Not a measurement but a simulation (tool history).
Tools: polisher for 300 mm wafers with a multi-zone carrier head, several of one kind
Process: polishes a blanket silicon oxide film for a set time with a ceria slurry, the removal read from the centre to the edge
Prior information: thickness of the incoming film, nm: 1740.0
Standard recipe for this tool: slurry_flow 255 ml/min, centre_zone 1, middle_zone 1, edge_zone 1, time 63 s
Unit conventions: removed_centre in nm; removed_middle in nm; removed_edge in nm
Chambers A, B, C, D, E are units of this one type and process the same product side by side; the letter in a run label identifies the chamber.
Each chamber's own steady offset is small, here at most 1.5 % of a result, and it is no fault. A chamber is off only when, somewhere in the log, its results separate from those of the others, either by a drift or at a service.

run,hour,slurry_flow,centre_zone,middle_zone,edge_zone,time,wafers polished on this pad,hours since the slurry nozzle was cleaned,hours since the centre zone pressure was calibrated,hours since the edge zone pressure was calibrated,removed_centre,removed_middle,removed_edge
# hour 5.4: chamber C: worn pad replaced by a new one
# hour 7.1: chamber E: worn pad replaced by a new one
1D,9.6,255,1,1,1,63,1523,629.4,184.8,1169.8,430.85,435.37,436.09
# hour 13.7: chamber D: worn pad replaced by a new one
2A,16.4,255,1,1,1,63,831,121.4,819.2,984,427.97,416.45,424.34
# hour 21.3: chamber A: worn pad replaced by a new one
3C,24.9,255,1,1,1,63,296,236.5,706,1143.1,430.31,417.82,442.18
4E,35.7,255,1,1,1,63,432,141.2,1616.3,323.8,436.17,431.61,417.28
5B,42.9,255,1,1,1,63,850,244.8,419.7,197.7,427.4,434.59,420.38
6E,48.2,315,1,1,0.9,63,621,153.7,1628.8,336.3,437.46,450.26,402.02
# hour 49.7: chamber C: slurry nozzle cleaned
# hour 49.7: chamber E: centre zone pressure recalibrated
7C,55.8,315,1,1,0.9,63,763,6.1,736.9,1174,442.92,443.71,421.6
8B,61.6,315,1,1,0.9,63,1132,263.5,438.4,216.4,439.72,440.43,411.7
# hour 64.9: chamber E: worn pad replaced by a new one
9A,67.7,315,1,1,0.9,63,702,172.7,870.5,1035.3,440.41,438.63,413.78
# hour 68.7: chamber B: worn pad replaced by a new one
# hour 72.8: chamber C: worn pad replaced by a new one
10D,74,315,1,1,0.9,63,912,693.8,249.2,1234.2,441.89,448.36,403.26
11C,79.9,255,1.08,1,1,63,108,30.2,761,1198.1,469.52,436.67,433.2
12A,88.4,255,1.08,1,1,63,1015,193.4,891.2,1056,466.93,428.16,424.2
# hour 89.9: chamber A: worn pad replaced by a new one
13B,94,255,1.08,1,1,63,383,295.9,470.8,248.8,468.75,433.81,416.91
# hour 99.9: chamber D: worn pad replaced by a new one
14E,102.5,255,1.08,1,1,63,568,208,52.9,390.6,469.44,428.18,419.89
15D,113.1,255,1.08,1,1,63,199,732.9,288.3,1273.3,470.89,429.29,433.68
16B,119.1,255,1,1,1,63,763,321,495.9,273.9,428.94,430.55,426.43
# hour 123.1: chamber E: worn pad replaced by a new one
17D,129.2,255,1,1,1,63,443,749,304.4,1289.4,436.13,430.87,421.2
# hour 130.9: chamber C: worn pad replaced by a new one
18A,140.3,255,1,1,1,63,762,245.3,943.1,1107.9,427.12,430.02,435.9
19C,147.7,255,1,1,1,63,254,98,828.8,1265.9,437.93,422.53,445.64
# hour 151.8: chamber D: slurry nozzle cleaned
# hour 155.9: chamber B: worn pad replaced by a new one
20E,156.2,255,1,1,1,63,500,261.7,106.6,444.3,431.73,429.75,424.81
# hour 159.4: chamber A: worn pad replaced by a new one
21B,165.5,255,1,1,1,63,145,367.4,542.3,320.3,429.49,427.32,426.48
# hour 172.1: chamber C: centre zone pressure recalibrated
22D,174.2,255,1,1,1,63,1123,22.5,349.4,1334.4,433.76,434.06,436.09
# hour 176.4: chamber E: worn pad replaced by a new one
23E,181.9,190,1,1,1,63,83,287.4,132.3,470,412.86,412.89,418.41
# hour 191.5: chamber C: worn pad replaced by a new one
24A,192.4,190,1,1,1,63,499,297.4,995.2,1160,408.51,415.13,420.48
# hour 192.5: chamber D: worn pad replaced by a new one
25C,203.3,190,1,1,1,63,178,153.6,31.3,1321.5,410.28,405.45,421.07
26B,213.4,190,1,1,1,63,869,415.3,590.2,368.2,411.98,412.09,412.47
# hour 220: chamber A: worn pad replaced by a new one
27C,222.6,190,1,1,1,63,470,172.9,50.6,1340.8,412.25,408.61,417.07
# hour 226.8: chamber D: centre zone pressure recalibrated
# hour 228: chamber A: slurry nozzle cleaned
28E,233,255,1,1,1,63,856,338.5,183.4,521.1,430.13,430.35,427.37
29D,239.5,255,1,1,1,63,710,87.8,12.7,1399.7,431.17,423.75,419.23
# hour 245.5: chamber E: worn pad replaced by a new one
30A,246.3,255,1,1,1,63,398,18.4,1049.1,1213.9,431.9,434,419.05
# hour 248.7: chamber B: worn pad replaced by a new one
31E,255.2,255,1,1,1,63,146,360.7,205.6,543.3,427.62,433.39,424.79
32A,262.7,255,1,1,1,63,646,34.8,1065.5,1230.3,430.47,431.03,435.95
# hour 266.5: chamber C: worn pad replaced by a new one
33C,270.2,255,1,1,1,63,55,220.5,98.2,1388.4,434.65,436.15,438.43
# hour 273.3: chamber A: worn pad replaced by a new one
34D,275.3,255,1,1,1,63,1251,123.6,48.5,1435.5,434.16,424.98,439.85
35B,281.7,255,1,1,1,63,499,483.6,658.5,436.5,430.8,423.66,424.61
36E,290.9,255,1,1,1,63,686,396.4,241.3,579,431.64,430.09,427.78
37B,299.4,255,1,1,1,63,767,501.3,676.2,454.2,431.36,425.86,423.73
38A,305,255,1,1,1,63,480,77.1,1107.8,1272.6,434.99,417.85,427.14

The same settings go to every chamber for the next run, one line per chamber below. Forecast the results for each:
39A,312.9,255,1,1,1,43,,,,,?,?,?
39B,312.9,255,1,1,1,43,,,,,?,?,?
39C,312.9,255,1,1,1,43,,,,,?,?,?
39D,312.9,255,1,1,1,43,,,,,?,?,?
39E,312.9,255,1,1,1,43,,,,,?,?,?

run,removed_centre,removed_middle,removed_edge
39A,291.28,290.94,291.65
39B,292.02,292.49,288.04
39C,291.78,287.93,300.91
39D,293.52,289.38,297.28
39E,293.99,296.19,288.71
